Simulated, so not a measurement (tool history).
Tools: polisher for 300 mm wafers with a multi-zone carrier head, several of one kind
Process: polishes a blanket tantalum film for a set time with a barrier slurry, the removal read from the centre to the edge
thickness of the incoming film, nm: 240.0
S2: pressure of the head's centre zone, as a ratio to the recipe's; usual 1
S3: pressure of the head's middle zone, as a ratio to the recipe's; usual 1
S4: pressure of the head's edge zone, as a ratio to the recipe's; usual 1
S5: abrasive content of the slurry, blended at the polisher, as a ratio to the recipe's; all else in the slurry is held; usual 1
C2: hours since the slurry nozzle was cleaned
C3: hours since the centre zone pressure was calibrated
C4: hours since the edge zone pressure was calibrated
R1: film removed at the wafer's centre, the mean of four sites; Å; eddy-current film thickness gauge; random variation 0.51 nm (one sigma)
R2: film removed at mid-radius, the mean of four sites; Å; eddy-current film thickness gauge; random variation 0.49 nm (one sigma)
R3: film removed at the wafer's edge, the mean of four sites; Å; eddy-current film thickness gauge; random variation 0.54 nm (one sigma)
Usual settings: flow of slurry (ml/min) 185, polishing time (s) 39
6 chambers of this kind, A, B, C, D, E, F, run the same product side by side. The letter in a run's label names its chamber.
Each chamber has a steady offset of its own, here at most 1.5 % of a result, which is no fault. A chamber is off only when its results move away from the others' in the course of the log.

-- hour=0.4 chamber A: edge zone pressure recalibrated
-- hour=0.8 chamber F: slurry nozzle cleaned
run 1C hour=6.1 | flow_of_slurry_(ml/min)=185 S2=1 S3=1 S4=1 S5=1 polishing_time_(s)=39 | wafers_polished_on_this_pad=146 C2=159.6 C3=677.7 C4=186.9 | R1=388.05 R2=397.19 R3=392.14
run 2F hour=15 | flow_of_slurry_(ml/min)=185 S2=1 S3=1 S4=1 S5=1 polishing_time_(s)=39 | wafers_polished_on_this_pad=731 C2=14.3 C3=322.5 C4=130.1 | R1=400.26 R2=393.2 R3=401.69
run 3D hour=20.3 | flow_of_slurry_(ml/min)=185 S2=1 S3=1 S4=1 S5=1 polishing_time_(s)=39 | wafers_polished_on_this_pad=402 C2=50.8 C3=237.9 C4=1010.3 | R1=395.71 R2=388.86 R3=389.48
run 4E hour=28.5 | flow_of_slurry_(ml/min)=185 S2=1 S3=1 S4=1 S5=1 polishing_time_(s)=39 | wafers_polished_on_this_pad=449 C2=175.1 C3=77.7 C4=620.2 | R1=394.56 R2=396.24 R3=394.78
run 5B hour=38 | flow_of_slurry_(ml/min)=185 S2=1 S3=1 S4=1 S5=1 polishing_time_(s)=39 | wafers_polished_on_this_pad=649 C2=118.8 C3=983.8 C4=924.9 | R1=390.13 R2=395.46 R3=388.86
-- hour=44 chamber E: worn pad replaced by a new one
run 6A hour=46.3 | flow_of_slurry_(ml/min)=185 S2=1 S3=1 S4=1 S5=1 polishing_time_(s)=39 | wafers_polished_on_this_pad=661 C2=210.9 C3=286.2 C4=46 | R1=389.91 R2=398.46 R3=393.9
run 7C hour=51.5 | flow_of_slurry_(ml/min)=185 S2=1 S3=1 S4=1 S5=1 polishing_time_(s)=39 | wafers_polished_on_this_pad=465 C2=205 C3=723.1 C4=232.3 | R1=398.25 R2=389.19 R3=388.31
-- hour=56.2 chamber D: worn pad replaced by a new one
run 8E hour=56.7 | flow_of_slurry_(ml/min)=185 S2=1 S3=1 S4=1 S5=1 polishing_time_(s)=39 | wafers_polished_on_this_pad=89 C2=203.3 C3=105.9 C4=648.4 | R1=395.97 R2=392 R3=403.16
run 9A hour=61.6 | flow_of_slurry_(ml/min)=185 S2=1 S3=1 S4=1 S5=1 polishing_time_(s)=39 | wafers_polished_on_this_pad=768 C2=226.2 C3=301.5 C4=61.3 | R1=392.54 R2=401.38 R3=383.34
-- hour=65.8 chamber E: edge zone pressure recalibrated
run 10B hour=71.2 | flow_of_slurry_(ml/min)=185 S2=1 S3=1 S4=1 S5=1 polishing_time_(s)=39 | wafers_polished_on_this_pad=882 C2=152 C3=1017 C4=958.1 | R1=398.49 R2=392.42 R3=382.38
run 11D hour=78.3 | flow_of_slurry_(ml/min)=185 S2=1 S3=1 S4=1 S5=1 polishing_time_(s)=39 | wafers_polished_on_this_pad=155 C2=108.8 C3=295.9 C4=1068.3 | R1=383.8 R2=388.61 R3=397.12
-- hour=84.9 chamber B: worn pad replaced by a new one
run 12F hour=85.4 | flow_of_slurry_(ml/min)=185 S2=1 S3=1 S4=1 S5=1 polishing_time_(s)=39 | wafers_polished_on_this_pad=1225 C2=84.7 C3=392.9 C4=200.5 | R1=388.01 R2=392.19 R3=396.25
run 13B hour=90 | flow_of_slurry_(ml/min)=185 S2=1 S3=1 S4=1 S5=1 polishing_time_(s)=39 | wafers_polished_on_this_pad=35 C2=170.8 C3=1035.8 C4=976.9 | R1=392.43 R2=392.97 R3=404.45
run 14E hour=97.9 | flow_of_slurry_(ml/min)=185 S2=1 S3=1 S4=1 S5=1 polishing_time_(s)=39 | wafers_polished_on_this_pad=378 C2=244.5 C3=147.1 C4=32.2 | R1=387.44 R2=398.38 R3=398.97
run 15D hour=102.2 | flow_of_slurry_(ml/min)=185 S2=1.11 S3=1 S4=0.88 S5=1 polishing_time_(s)=39 | wafers_polished_on_this_pad=322 C2=132.7 C3=319.8 C4=1092.2 | R1=444.06 R2=394.66 R3=370.11
run 16A hour=107.8 | flow_of_slurry_(ml/min)=185 S2=1.11 S3=1 S4=0.88 S5=1 polishing_time_(s)=39 | wafers_polished_on_this_pad=1092 C2=272.4 C3=347.7 C4=107.5 | R1=435.72 R2=398.42 R3=365.49
-- hour=109.8 chamber C: worn pad replaced by a new one
-- hour=112.5 chamber F: worn pad replaced by a new one
-- hour=112.6 chamber B: centre zone pressure recalibrated
run 17C hour=114.3 | flow_of_slurry_(ml/min)=185 S2=1.11 S3=1 S4=0.88 S5=1 polishing_time_(s)=39 | wafers_polished_on_this_pad=32 C2=267.8 C3=785.9 C4=295.1 | R1=430.46 R2=396.29 R3=366.14
-- hour=116.4 chamber E: worn pad replaced by a new one
run 18F hour=121.5 | flow_of_slurry_(ml/min)=185 S2=1.11 S3=1 S4=0.88 S5=1 polishing_time_(s)=39 | wafers_polished_on_this_pad=63 C2=120.8 C3=429 C4=236.6 | R1=446.74 R2=390.23 R3=372.21
run 19D hour=126.3 | flow_of_slurry_(ml/min)=185 S2=1.11 S3=1 S4=0.88 S5=1 polishing_time_(s)=39 | wafers_polished_on_this_pad=491 C2=156.8 C3=343.9 C4=1116.3 | R1=450.86 R2=398.62 R3=375.98
-- hour=132.2 chamber A: worn pad replaced by a new one
run 20E hour=135.8 | flow_of_slurry_(ml/min)=185 S2=1.11 S3=1 S4=0.88 S5=1 polishing_time_(s)=39 | wafers_polished_on_this_pad=136 C2=282.4 C3=185 C4=70.1 | R1=442.01 R2=386.11 R3=370.8
-- hour=136.3 chamber A: centre zone pressure recalibrated
run 21C hour=142.6 | flow_of_slurry_(ml/min)=185 S2=1 S3=1 S4=1 S5=1 polishing_time_(s)=39 | wafers_polished_on_this_pad=230 C2=296.1 C3=814.2 C4=323.4 | R1=385.47 R2=398.93 R3=389.69
run 22F hour=148.1 | flow_of_slurry_(ml/min)=185 S2=1 S3=1 S4=1 S5=1 polishing_time_(s)=39 | wafers_polished_on_this_pad=250 C2=147.4 C3=455.6 C4=263.2 | R1=391.2 R2=389.65 R3=388.22
run 23A hour=153.3 | flow_of_slurry_(ml/min)=185 S2=1 S3=1 S4=1 S5=1 polishing_time_(s)=39 | wafers_polished_on_this_pad=147 C2=317.9 C3=17 C4=153 | R1=397.79 R2=393.83 R3=393.21
run 24B hour=159.4 | flow_of_slurry_(ml/min)=185 S2=1 S3=1 S4=1 S5=1 polishing_time_(s)=39 | wafers_polished_on_this_pad=522 C2=240.2 C3=46.8 C4=1046.3 | R1=381.71 R2=399.28 R3=393.73
run 25A hour=168.9 | flow_of_slurry_(ml/min)=185 S2=1 S3=1 S4=1 S5=1 polishing_time_(s)=39 | wafers_polished_on_this_pad=257 C2=333.5 C3=32.6 C4=168.6 | R1=388.47 R2=404.22 R3=392.19
-- hour=173.8 chamber D: worn pad replaced by a new one
run 26F hour=176.7 | flow_of_slurry_(ml/min)=185 S2=1 S3=1 S4=1 S5=1 polishing_time_(s)=39 | wafers_polished_on_this_pad=450 C2=176 C3=484.2 C4=291.8 | R1=384.04 R2=399.21 R3=393.99
run 27C hour=185.3 | flow_of_slurry_(ml/min)=185 S2=1 S3=1 S4=1 S5=1 polishing_time_(s)=39 | wafers_polished_on_this_pad=529 C2=338.8 C3=856.9 C4=366.1 | R1=397.88 R2=402.75 R3=393.76
-- hour=187.9 chamber E: worn pad replaced by a new one
run 28E hour=194 | flow_of_slurry_(ml/min)=185 S2=1 S3=1 S4=1 S5=1 polishing_time_(s)=39 | wafers_polished_on_this_pad=43 C2=340.6 C3=243.2 C4=128.3 | R1=397.78 R2=393.62 R3=383.14
run 29D hour=199.5 | flow_of_slurry_(ml/min)=185 S2=1 S3=1 S4=1 S5=1 polishing_time_(s)=39 | wafers_polished_on_this_pad=180 C2=230 C3=417.1 C4=1189.5 | R1=394.95 R2=389.38 R3=391.4
run 30B hour=208.1 | flow_of_slurry_(ml/min)=185 S2=1 S3=0.95 S4=0.96 S5=1 polishing_time_(s)=39 | wafers_polished_on_this_pad=864 C2=288.9 C3=95.5 C4=1095 | R1=389.18 R2=376.05 R3=383.35
-- hour=212 chamber B: worn pad replaced by a new one
-- hour=212.4 chamber A: slurry nozzle cleaned
run 31C hour=213.1 | flow_of_slurry_(ml/min)=185 S2=1 S3=0.95 S4=0.96 S5=1 polishing_time_(s)=39 | wafers_polished_on_this_pad=724 C2=366.6 C3=884.7 C4=393.9 | R1=393.7 R2=377.37 R3=387.58
-- hour=216.7 chamber C: slurry nozzle cleaned
run 32F hour=218.8 | flow_of_slurry_(ml/min)=185 S2=1 S3=0.95 S4=0.96 S5=1 polishing_time_(s)=39 | wafers_polished_on_this_pad=745 C2=218.1 C3=526.3 C4=333.9 | R1=401.4 R2=372.69 R3=393.97
run 33D hour=223.9 | flow_of_slurry_(ml/min)=185 S2=1 S3=0.95 S4=0.96 S5=1 polishing_time_(s)=39 | wafers_polished_on_this_pad=351 C2=254.4 C3=441.5 C4=1213.9 | R1=410.2 R2=380.99 R3=386.11
run 34A hour=228.9 | flow_of_slurry_(ml/min)=185 S2=1 S3=0.95 S4=0.96 S5=1 polishing_time_(s)=39 | wafers_polished_on_this_pad=678 C2=16.6 C3=92.6 C4=228.6 | R1=387.4 R2=390.19 R3=382.82
-- hour=231.1 chamber C: worn pad replaced by a new one
-- hour=233.2 chamber E: slurry nozzle cleaned
run 35B hour=235.8 | flow_of_slurry_(ml/min)=185 S2=1 S3=0.95 S4=0.96 S5=1 polishing_time_(s)=39 | wafers_polished_on_this_pad=167 C2=316.6 C3=123.2 C4=1122.7 | R1=402.51 R2=378.51 R3=386.35
-- hour=239.1 chamber F: slurry nozzle cleaned
run 36E hour=243.2 | flow_of_slurry_(ml/min)=185 S2=1 S3=1 S4=1 S5=1 polishing_time_(s)=39 | wafers_polished_on_this_pad=388 C2=10.1 C3=292.4 C4=177.5 | R1=388.6 R2=390.76 R3=399.48
run 37B hour=248 | flow_of_slurry_(ml/min)=185 S2=1 S3=1 S4=1 S5=1 polishing_time_(s)=39 | wafers_polished_on_this_pad=252 C2=328.8 C3=135.4 C4=1134.9 | R1=393.3 R2=399.64 R3=399.5
run 38A hour=257.3 | flow_of_slurry_(ml/min)=185 S2=1 S3=1 S4=1 S5=1 polishing_time_(s)=39 | wafers_polished_on_this_pad=877 C2=45 C3=121 C4=257 | R1=396.44 R2=402.99 R3=383.51
run 39D hour=264.1 | flow_of_slurry_(ml/min)=185 S2=1 S3=1 S4=1 S5=1 polishing_time_(s)=39 | wafers_polished_on_this_pad=633 C2=294.6 C3=481.7 C4=1254.1 | R1=400.74 R2=396.34 R3=402.2
run 40F hour=272.7 | flow_of_slurry_(ml/min)=185 S2=1 S3=1 S4=1 S5=1 polishing_time_(s)=39 | wafers_polished_on_this_pad=1123 C2=33.7 C3=580.2 C4=387.8 | R1=389.5 R2=395.61 R3=403.29
run 41C hour=282.4 | flow_of_slurry_(ml/min)=185 S2=1 S3=1 S4=1 S5=1 polishing_time_(s)=39 | wafers_polished_on_this_pad=359 C2=65.8 C3=954 C4=463.2 | R1=388.77 R2=402.46 R3=401.44

What goes on in this fleet: one chamber off, a drifting gauge, or nothing beyond the chambers' own small offsets? Name the chamber and the cause, if any.

No chamber stands off beyond its own small offset, and the gauge holds steady.
